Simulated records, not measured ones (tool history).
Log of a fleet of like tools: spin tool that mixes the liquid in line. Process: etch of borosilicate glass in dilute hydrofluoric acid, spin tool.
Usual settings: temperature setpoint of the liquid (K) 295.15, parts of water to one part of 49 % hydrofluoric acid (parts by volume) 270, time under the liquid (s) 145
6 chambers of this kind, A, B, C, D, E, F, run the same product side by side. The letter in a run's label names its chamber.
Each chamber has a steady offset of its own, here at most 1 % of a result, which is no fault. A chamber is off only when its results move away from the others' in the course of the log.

| run | hour | temperature setpoint of the liquid (K) | parts of water to one part of 49 % hydrofluoric acid (parts by volume) | time under the liquid (s) | hours since the thermometer was replaced | hours since the hydrofluoric acid flow meter was replaced | read-back film thickness of the borosilicate glass reference wafer, read on the same gauge (nm) | thickness taken off the borosilicate glass on a monitor wafer (angstrom) |
|---|---|---|---|---|---|---|---|---|
| 1B | 9.5 | 295.15 | 270 | 145 | 716.2 | 158.6 | 29.996 | 92.066 |
|  | 15.4 | chamber D: hydrofluoric acid flow meter replaced |
| 2E | 20.4 | 295.15 | 270 | 145 | 625.2 | 922.5 | 29.994 | 90.292 |
| 3D | 29.3 | 295.15 | 270 | 145 | 1661.5 | 14.0 | 29.992 | 91.212 |
|  | 32.6 | chamber C: hydrofluoric acid flow meter replaced |
| 4C | 35.1 | 295.15 | 270 | 145 | 352.6 | 2.6 | 29.985 | 91.348 |
| 5F | 41.6 | 295.15 | 270 | 145 | 150.3 | 1741.8 | 29.989 | 90.340 |
| 6A | 47.2 | 295.15 | 270 | 145 | 578.2 | 395.7 | 30.008 | 92.776 |
| 7E | 54.3 | 295.15 | 270 | 145 | 659.1 | 956.4 | 29.989 | 90.787 |
| 8A | 60.1 | 295.15 | 270 | 145 | 591.1 | 408.6 | 29.998 | 91.646 |
| 9D | 66.0 | 295.15 | 270 | 145 | 1698.2 | 50.7 | 30.007 | 91.253 |
| 10F | 75.0 | 295.15 | 150 | 120 | 183.7 | 1775.2 | 29.991 | 152.060 |
| 11B | 83.1 | 295.15 | 150 | 120 | 789.8 | 232.2 | 30.009 | 157.590 |
| 12C | 89.6 | 295.15 | 150 | 120 | 407.1 | 57.1 | 29.992 | 154.610 |
| 13B | 96.5 | 295.15 | 150 | 120 | 803.2 | 245.6 | 29.981 | 157.420 |
| 14A | 106.5 | 295.15 | 150 | 120 | 637.5 | 455.0 | 30.014 | 155.820 |
| 15D | 115.9 | 295.15 | 150 | 120 | 1748.1 | 100.6 | 30.019 | 156.170 |
|  | 123.5 | chamber F: hydrofluoric acid flow meter replaced |
| 16E | 125.3 | 295.15 | 270 | 145 | 730.1 | 1027.4 | 30.006 | 88.520 |
| 17F | 134.5 | 295.15 | 270 | 145 | 243.2 | 11.1 | 30.006 | 89.658 |
| 18C | 144.4 | 295.15 | 270 | 145 | 461.9 | 111.9 | 30.013 | 91.403 |
| 19A | 150.5 | 295.15 | 270 | 145 | 681.5 | 499.0 | 30.010 | 91.941 |
| 20D | 162.7 | 295.15 | 270 | 145 | 1794.9 | 147.4 | 30.006 | 92.132 |
| 21C | 172.4 | 295.15 | 270 | 145 | 489.9 | 139.9 | 30.011 | 90.927 |
| 22F | 180.6 | 297.15 | 380 | 145 | 289.3 | 57.2 | 30.017 | 61.738 |
| 23E | 187.0 | 297.15 | 380 | 145 | 791.8 | 1089.1 | 29.999 | 62.546 |
| 24B | 194.9 | 297.15 | 380 | 145 | 901.6 | 344.0 | 29.999 | 62.475 |
| 25B | 207.3 | 297.15 | 380 | 145 | 914.0 | 356.4 | 30.021 | 62.691 |
| 26A | 215.1 | 297.15 | 380 | 145 | 746.1 | 563.6 | 30.013 | 64.563 |
| 27F | 225.6 | 297.15 | 380 | 145 | 334.3 | 102.2 | 29.990 | 62.023 |
| 28C | 233.3 | 295.15 | 270 | 145 | 550.8 | 200.8 | 29.993 | 90.009 |
| 29D | 244.6 | 297.65 | 270 | 145 | 1876.8 | 229.3 | 29.980 | 99.373 |
| 30E | 254.5 | 297.65 | 270 | 145 | 859.3 | 1156.6 | 30.016 | 98.865 |
| 31A | 259.9 | 297.65 | 270 | 145 | 790.9 | 608.4 | 30.012 | 103.480 |
| 32C | 272.0 | 297.65 | 270 | 145 | 589.5 | 239.5 | 30.005 | 100.420 |
| 33F | 277.9 | 297.65 | 270 | 145 | 386.6 | 154.5 | 30.001 | 99.168 |
| 34E | 288.9 | 297.65 | 270 | 145 | 893.7 | 1191.0 | 30.021 | 98.118 |
| 35D | 299.3 | 295.15 | 270 | 145 | 1931.5 | 284.0 | 30.005 | 89.477 |
| 36B | 306.5 | 295.15 | 270 | 145 | 1013.2 | 455.6 | 30.013 | 91.408 |
| 37D | 314.0 | 295.15 | 270 | 145 | 1946.2 | 298.7 | 30.017 | 90.914 |
|  | 323.4 | chamber C: thermometer replaced |
| 38C | 324.8 | 295.15 | 270 | 145 | 1.5 | 292.3 | 30.022 | 92.137 |
| 39A | 336.9 | 295.15 | 270 | 145 | 867.9 | 685.4 | 30.008 | 96.277 |
| 40F | 347.5 | 295.15 | 270 | 145 | 456.2 | 224.1 | 30.020 | 90.853 |
| 41B | 353.3 | 295.15 | 270 | 145 | 1060.0 | 502.4 | 30.007 | 91.928 |
| 42E | 359.8 | 295.15 | 270 | 145 | 964.6 | 1261.9 | 30.020 | 89.220 |
| 43E | 371.0 | 295.15 | 270 | 145 | 975.8 | 1273.1 | 29.980 | 87.663 |
| 44C | 382.5 | 295.15 | 360 | 80 | 59.2 | 350.0 | 30.021 | 34.916 |

All 6 chambers run these settings next. Forecast each chamber's results:
| 45A | 391.5 | 295.15 | 270 | 145 |  |  |  | ? |
| 45B | 391.5 | 295.15 | 270 | 145 |  |  |  | ? |
| 45C | 391.5 | 295.15 | 270 | 145 |  |  |  | ? |
| 45D | 391.5 | 295.15 | 270 | 145 |  |  |  | ? |
| 45E | 391.5 | 295.15 | 270 | 145 |  |  |  | ? |
| 45F | 391.5 | 295.15 | 270 | 145 |  |  |  | ? |

| run | thickness taken off the borosilicate glass on a monitor wafer (angstrom) |
|---|---|
| 45A | 97.515 |
| 45B | 92.218 |
| 45C | 90.181 |
| 45D | 90.265 |
| 45E | 89.595 |
| 45F | 91.118 |

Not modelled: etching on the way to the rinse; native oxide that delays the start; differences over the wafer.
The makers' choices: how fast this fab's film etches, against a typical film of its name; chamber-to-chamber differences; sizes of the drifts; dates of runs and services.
